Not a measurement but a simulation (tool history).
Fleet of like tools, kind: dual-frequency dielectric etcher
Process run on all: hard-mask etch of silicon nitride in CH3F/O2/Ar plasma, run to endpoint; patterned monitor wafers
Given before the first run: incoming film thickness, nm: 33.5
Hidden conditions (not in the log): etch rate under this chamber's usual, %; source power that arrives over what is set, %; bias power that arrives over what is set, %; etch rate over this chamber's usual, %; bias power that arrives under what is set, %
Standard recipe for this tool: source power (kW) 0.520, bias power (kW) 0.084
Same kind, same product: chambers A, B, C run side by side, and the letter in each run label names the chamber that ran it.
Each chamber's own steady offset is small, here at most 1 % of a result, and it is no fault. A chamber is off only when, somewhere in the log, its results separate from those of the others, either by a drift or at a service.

run	hour	source power (kW)	bias power (kW)	hours since the last wet clean	hours since the last source power generator calibration	hours since the last bias power generator calibration	endpoint time (s)
1C	5.6	0.520	0.084	94.8	1915.4	926.4	40.732
2A	11.7	0.520	0.084	99.1	424.6	110.7	41.312
3B	17.2	0.520	0.084	306.6	214.3	1115.0	41.792
4A	20.0	0.520	0.084	107.4	432.9	119.0	41.069
5C	26.3	0.520	0.084	115.5	1936.1	947.1	40.883
6B	30.2	0.520	0.084	319.6	227.3	1128.0	41.324
7B	34.8	0.520	0.084	324.2	231.9	1132.6	41.453
8C	38.9	0.520	0.084	128.1	1948.7	959.7	41.258
9A	43.4	0.520	0.084	130.8	456.3	142.4	40.952
10C	48.2	0.520	0.069	137.4	1958.0	969.0	44.634
11A	52.0	0.520	0.069	139.4	464.9	151.0	45.057
12B	57.6	0.520	0.069	347.0	254.7	1155.4	45.133
13C	63.2	0.520	0.084	152.4	1973.0	984.0	41.378
14A	67.7	0.520	0.084	155.1	480.6	166.7	40.938
15B	72.4	0.520	0.084	361.8	269.5	1170.2	42.025
16C	75.4	0.520	0.084	164.6	1985.2	996.2	41.403
17B	80.1	0.520	0.084	369.5	277.2	1177.9	41.042
18A	86.1	0.520	0.084	173.5	499.0	185.1	41.917
19A	91.1	0.520	0.084	178.5	504.0	190.1	40.756
20C	97.0	0.520	0.084	186.2	2006.8	1017.8	41.367
21B	101.6	0.460	0.084	391.0	298.7	1199.4	44.025
22B	105.7	0.460	0.084	395.1	302.8	1203.5	43.726
23C	109.7	0.460	0.084	198.9	2019.5	1030.5	42.987
24A	114.6	0.620	0.084	202.0	527.5	213.6	39.087
25A	119.3	0.620	0.084	206.7	532.2	218.3	38.594
26C	125.6	0.620	0.084	214.8	2035.4	1046.4	38.645
27B	129.3	0.520	0.084	418.7	326.4	1227.1	41.963
28C	134.5	0.520	0.084	223.7	2044.3	1055.3	41.956
29B	140.7	0.520	0.084	430.1	337.8	1238.5	41.471
30A	143.5	0.520	0.084	230.9	556.4	242.5	41.637
31B	148.4	0.520	0.084	437.8	345.5	1246.2	42.018
32C	154.3	0.520	0.084	243.5	2064.1	1075.1	40.858
33A	158.1	0.450	0.084	245.5	571.0	257.1	43.220
34C	163.1	0.450	0.084	252.3	2072.9	1083.9	43.658

The same settings go to every chamber for the next run, one line per chamber below. Forecast the results for each:
35A	167.6	0.520	0.084				?
35B	167.6	0.520	0.084				?
35C	167.6	0.520	0.084				?

run	endpoint time (s)
35A	41.767
35B	41.742
35C	41.968
